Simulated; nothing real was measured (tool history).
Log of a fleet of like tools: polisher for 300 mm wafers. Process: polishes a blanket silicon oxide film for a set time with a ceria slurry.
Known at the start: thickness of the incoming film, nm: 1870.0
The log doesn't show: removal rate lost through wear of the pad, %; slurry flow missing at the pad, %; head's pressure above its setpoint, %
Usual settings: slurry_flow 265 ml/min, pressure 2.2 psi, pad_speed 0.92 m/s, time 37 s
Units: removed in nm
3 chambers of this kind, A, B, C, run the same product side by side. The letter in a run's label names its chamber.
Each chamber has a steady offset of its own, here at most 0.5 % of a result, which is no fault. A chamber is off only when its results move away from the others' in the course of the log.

run,day,slurry_flow,pressure,pad_speed,time,wafers polished on this pad,hours since the slurry nozzle was cleaned,hours since the head pressure was calibrated,removed
1A,0.475,265,2.2,0.92,37,1092,11.7,601.1,113.85
# day 0.683: chamber C: worn pad replaced by a new one
2C,0.708,265,2.2,0.92,37,9,93.1,185.7,112.31
3B,0.942,265,2.2,0.92,37,565,109.7,1032.7,111.7
4C,1.329,265,2.2,0.92,37,231,108,200.6,112.1
# day 1.612: chamber B: head pressure recalibrated
5B,1.746,265,2.2,0.92,37,852,129,3.2,110.69
6A,2.121,265,2.2,0.92,37,1680,51.2,640.6,113.17
7B,2.392,265,2.2,0.92,37,1083,144.5,18.7,111.13
# day 2.454: chamber B: worn pad replaced by a new one
8C,2.746,265,2.2,0.92,37,737,142,234.6,112.83
9A,3.112,335,2.2,0.92,43,2034,75,664.4,133.43
10A,3.4,335,2.2,0.92,43,2137,81.9,671.3,133.83
# day 3.696: chamber C: worn pad replaced by a new one
11C,3.762,335,2.2,0.92,43,24,166.4,259,133.59
12B,4.012,265,2.2,0.92,37,557,183.4,57.6,111.54
13B,4.521,265,2.2,0.92,37,738,195.6,69.8,111.94
14C,4.8,265,2.2,0.92,37,394,191.3,283.9,112.55
15A,5.117,265,2.2,0.92,37,2750,123.1,712.5,112.56
16B,5.525,265,2.2,0.92,37,1097,219.7,93.9,111.75
# day 5.529: chamber A: head pressure recalibrated
# day 5.571: chamber B: worn pad replaced by a new one
17A,5.821,265,2.2,0.92,37,3002,140,7.1,110.73
18C,6.254,265,2.2,0.92,37,914,226.2,318.8,111.57
19B,6.475,265,2.2,0.92,37,323,242.5,116.7,112.1
20A,6.7,265,2.2,0.92,37,3316,161.1,28.2,110.02
# day 6.838: chamber C: worn pad replaced by a new one
21C,7.179,265,2.2,0.92,37,123,248.4,341,111.87
22A,7.675,265,2.2,0.92,37,3664,184.5,51.6,110.66
23C,8.05,265,2.2,0.92,37,434,269.3,361.9,114.43
24B,8.325,265,2.2,0.92,37,984,286.9,161.1,111.84
# day 8.425: chamber B: worn pad replaced by a new one
25C,8.667,265,2.2,0.92,37,654,284.1,376.7,112.05
26A,9.067,225,2.2,0.92,42,4161,217.9,85,120.64
27B,9.533,225,2.2,0.92,42,396,315.9,190.1,125.43
# day 9.571: chamber C: worn pad replaced by a new one
28A,9.862,225,2.2,0.92,42,4445,237,104.1,122.16
29C,10.283,265,2.2,0.92,37,254,322.9,415.5,112.6
30B,10.546,265,2.2,0.92,37,757,340.2,214.4,112.06
31A,10.792,265,2.2,0.92,37,4777,259.3,126.4,107.95
# day 10.883: chamber B: worn pad replaced by a new one
32B,11.25,265,2.2,0.92,37,132,357.1,231.3,111.59
33C,11.571,265,2.2,0.92,37,714,353.8,446.4,111.91
34C,11.862,265,2.2,0.92,37,818,360.8,453.4,111.75
35B,12.104,265,2.2,0.92,37,437,377.6,251.8,111.41
# day 12.304: chamber C: worn pad replaced by a new one
36A,12.383,265,2.2,0.92,37,5346,297.5,164.6,106.53
37B,12.867,265,2.2,0.92,37,709,395.9,270.1,110.55
38A,13.246,265,2.2,0.92,37,5654,318.2,185.3,107.16
39C,13.754,265,2.2,0.92,37,518,406.2,498.8,112

All 3 chambers run these settings next. Forecast each chamber's results:
40A,14.121,265,1.7,0.92,37,,,,?
40B,14.121,265,1.7,0.92,37,,,,?
40C,14.121,265,1.7,0.92,37,,,,?

run,removed
40A,81.535
40B,85.116
40C,87.303
